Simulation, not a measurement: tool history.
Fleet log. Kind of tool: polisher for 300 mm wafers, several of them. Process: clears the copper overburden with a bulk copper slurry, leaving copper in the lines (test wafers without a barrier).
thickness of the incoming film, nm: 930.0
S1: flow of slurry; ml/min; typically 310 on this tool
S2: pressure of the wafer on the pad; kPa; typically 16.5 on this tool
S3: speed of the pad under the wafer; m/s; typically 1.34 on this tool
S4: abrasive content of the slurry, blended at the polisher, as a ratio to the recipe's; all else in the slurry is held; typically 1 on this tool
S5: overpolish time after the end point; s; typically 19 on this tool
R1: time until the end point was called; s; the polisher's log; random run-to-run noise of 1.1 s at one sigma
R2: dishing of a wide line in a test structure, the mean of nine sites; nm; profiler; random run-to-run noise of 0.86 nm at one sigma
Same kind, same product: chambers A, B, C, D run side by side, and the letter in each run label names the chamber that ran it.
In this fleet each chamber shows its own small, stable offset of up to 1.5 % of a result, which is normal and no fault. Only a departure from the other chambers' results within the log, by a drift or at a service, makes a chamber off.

-- hour=9.6 chamber D: worn pad replaced by a new one
run 1D hour=11.4 | S1=310 S2=16.5 S3=1.34 S4=1 S5=19 | R1=99.667 R2=84.797
run 2A hour=17.3 | S1=310 S2=16.5 S3=1.34 S4=1 S5=19 | R1=95.286 R2=85.259
-- hour=24.2 chamber B: slurry blender recalibrated
run 3C hour=27.5 | S1=310 S2=16.5 S3=1.34 S4=1 S5=19 | R1=96.971 R2=83.499
-- hour=35.7 chamber B: worn pad replaced by a new one
run 4B hour=36.4 | S1=310 S2=16.5 S3=1.34 S4=1 S5=19 | R1=96.034 R2=84.457
run 5B hour=46.0 | S1=310 S2=16.5 S3=1.34 S4=1 S5=19 | R1=97.639 R2=83.856
run 6D hour=51.6 | S1=310 S2=16.5 S3=1.34 S4=1 S5=19 | R1=99.053 R2=85.729
run 7A hour=56.6 | S1=310 S2=16.5 S3=1.34 S4=1 S5=19 | R1=96.244 R2=82.802
-- hour=64.2 chamber A: worn pad replaced by a new one
run 8C hour=67.9 | S1=310 S2=16.5 S3=1.34 S4=1 S5=19 | R1=96.593 R2=83.528
run 9A hour=77.6 | S1=310 S2=16.5 S3=1.34 S4=1 S5=19 | R1=95.925 R2=84.133
-- hour=78.9 chamber C: slurry blender recalibrated
-- hour=81.7 chamber D: slurry blender recalibrated
run 10D hour=87.6 | S1=310 S2=16.5 S3=1.34 S4=1 S5=19 | R1=96.701 R2=86.096
run 11C hour=95.5 | S1=310 S2=16.5 S3=1.34 S4=1 S5=19 | R1=96.077 R2=84.479
run 12B hour=101.0 | S1=310 S2=16.5 S3=1.34 S4=1 S5=19 | R1=97.651 R2=82.491
run 13A hour=108.8 | S1=310 S2=16.5 S3=1.34 S4=1 S5=19 | R1=95.380 R2=82.551
run 14C hour=114.8 | S1=310 S2=11.0 S3=1.34 S4=1 S5=19 | R1=144.120 R2=59.330
run 15D hour=119.8 | S1=310 S2=11.0 S3=1.34 S4=1 S5=19 | R1=149.450 R2=61.268
-- hour=124.1 chamber C: worn pad replaced by a new one
run 16B hour=124.7 | S1=310 S2=11.0 S3=1.34 S4=1 S5=19 | R1=144.530 R2=62.809
-- hour=130.1 chamber B: slurry nozzle cleaned
run 17A hour=133.6 | S1=310 S2=11.0 S3=1.34 S4=1 S5=19 | R1=143.580 R2=61.496
run 18C hour=140.3 | S1=310 S2=16.5 S3=1.34 S4=1 S5=19 | R1=96.033 R2=85.059
-- hour=144.9 chamber C: slurry nozzle cleaned
run 19D hour=147.9 | S1=405 S2=11.7 S3=1.34 S4=1 S5=19 | R1=137.120 R2=65.282
run 20B hour=157.1 | S1=405 S2=11.7 S3=1.34 S4=1 S5=19 | R1=136.030 R2=65.920
run 21B hour=165.3 | S1=405 S2=11.7 S3=1.34 S4=1 S5=19 | R1=135.040 R2=65.160
-- hour=170.7 chamber B: head pressure recalibrated
run 22D hour=175.0 | S1=405 S2=11.7 S3=1.34 S4=1 S5=19 | R1=138.600 R2=66.934
run 23C hour=183.2 | S1=310 S2=16.5 S3=1.34 S4=1 S5=19 | R1=93.921 R2=83.805
run 24A hour=193.7 | S1=310 S2=16.5 S3=1.34 S4=1 S5=19 | R1=99.718 R2=83.272
-- hour=194.5 chamber D: worn pad replaced by a new one
-- hour=198.9 chamber D: slurry blender recalibrated
run 25C hour=199.7 | S1=310 S2=16.5 S3=1.34 S4=1 S5=19 | R1=94.649 R2=83.728
-- hour=200.2 chamber B: worn pad replaced by a new one
-- hour=209.6 chamber A: worn pad replaced by a new one
run 26A hour=210.9 | S1=310 S2=16.5 S3=1.08 S4=1 S5=19 | R1=123.600 R2=74.522
-- hour=222.0 chamber D: head pressure recalibrated
run 27D hour=222.0 | S1=310 S2=16.5 S3=1.08 S4=1 S5=19 | R1=123.440 R2=75.855
run 28B hour=231.4 | S1=310 S2=16.5 S3=1.08 S4=1 S5=19 | R1=123.170 R2=75.462
-- hour=237.0 chamber B: slurry blender recalibrated
run 29A hour=241.6 | S1=310 S2=16.5 S3=1.08 S4=1 S5=19 | R1=124.020 R2=73.566
run 30B hour=251.0 | S1=310 S2=16.5 S3=1.34 S4=1 S5=19 | R1=96.238 R2=84.414
-- hour=252.1 chamber C: worn pad replaced by a new one
run 31C hour=259.8 | S1=310 S2=13.8 S3=1.34 S4=1 S5=19 | R1=115.270 R2=73.759
run 32D hour=269.1 | S1=310 S2=13.8 S3=1.34 S4=1 S5=19 | R1=117.150 R2=74.304
run 33D hour=275.3 | S1=310 S2=13.8 S3=1.34 S4=1 S5=19 | R1=116.840 R2=73.403
run 34C hour=283.4 | S1=310 S2=13.8 S3=1.34 S4=1 S5=19 | R1=116.430 R2=73.824
run 35A hour=294.2 | S1=310 S2=16.5 S3=1.34 S4=1 S5=19 | R1=103.100 R2=80.646
run 36B hour=300.8 | S1=310 S2=16.5 S3=1.34 S4=1 S5=19 | R1=97.659 R2=84.758
run 37A hour=308.0 | S1=310 S2=16.5 S3=1.34 S4=1 S5=19 | R1=102.120 R2=80.285
run 38C hour=314.1 | S1=390 S2=16.5 S3=1.34 S4=1 S5=19 | R1=93.929 R2=84.437

Next, all 4 chambers run the settings below, one line each with question marks for the results. What does each chamber give?
run 39A hour=322.2 | S1=310 S2=16.5 S3=1.34 S4=1 S5=19 | R1=? R2=?
run 39B hour=322.2 | S1=310 S2=16.5 S3=1.34 S4=1 S5=19 | R1=? R2=?
run 39C hour=322.2 | S1=310 S2=16.5 S3=1.34 S4=1 S5=19 | R1=? R2=?
run 39D hour=322.2 | S1=310 S2=16.5 S3=1.34 S4=1 S5=19 | R1=? R2=?

run=39A R1=105.300 R2=81.018
run=39B R1=97.400 R2=84.772
run=39C R1=94.366 R2=81.857
run=39D R1=98.727 R2=86.957

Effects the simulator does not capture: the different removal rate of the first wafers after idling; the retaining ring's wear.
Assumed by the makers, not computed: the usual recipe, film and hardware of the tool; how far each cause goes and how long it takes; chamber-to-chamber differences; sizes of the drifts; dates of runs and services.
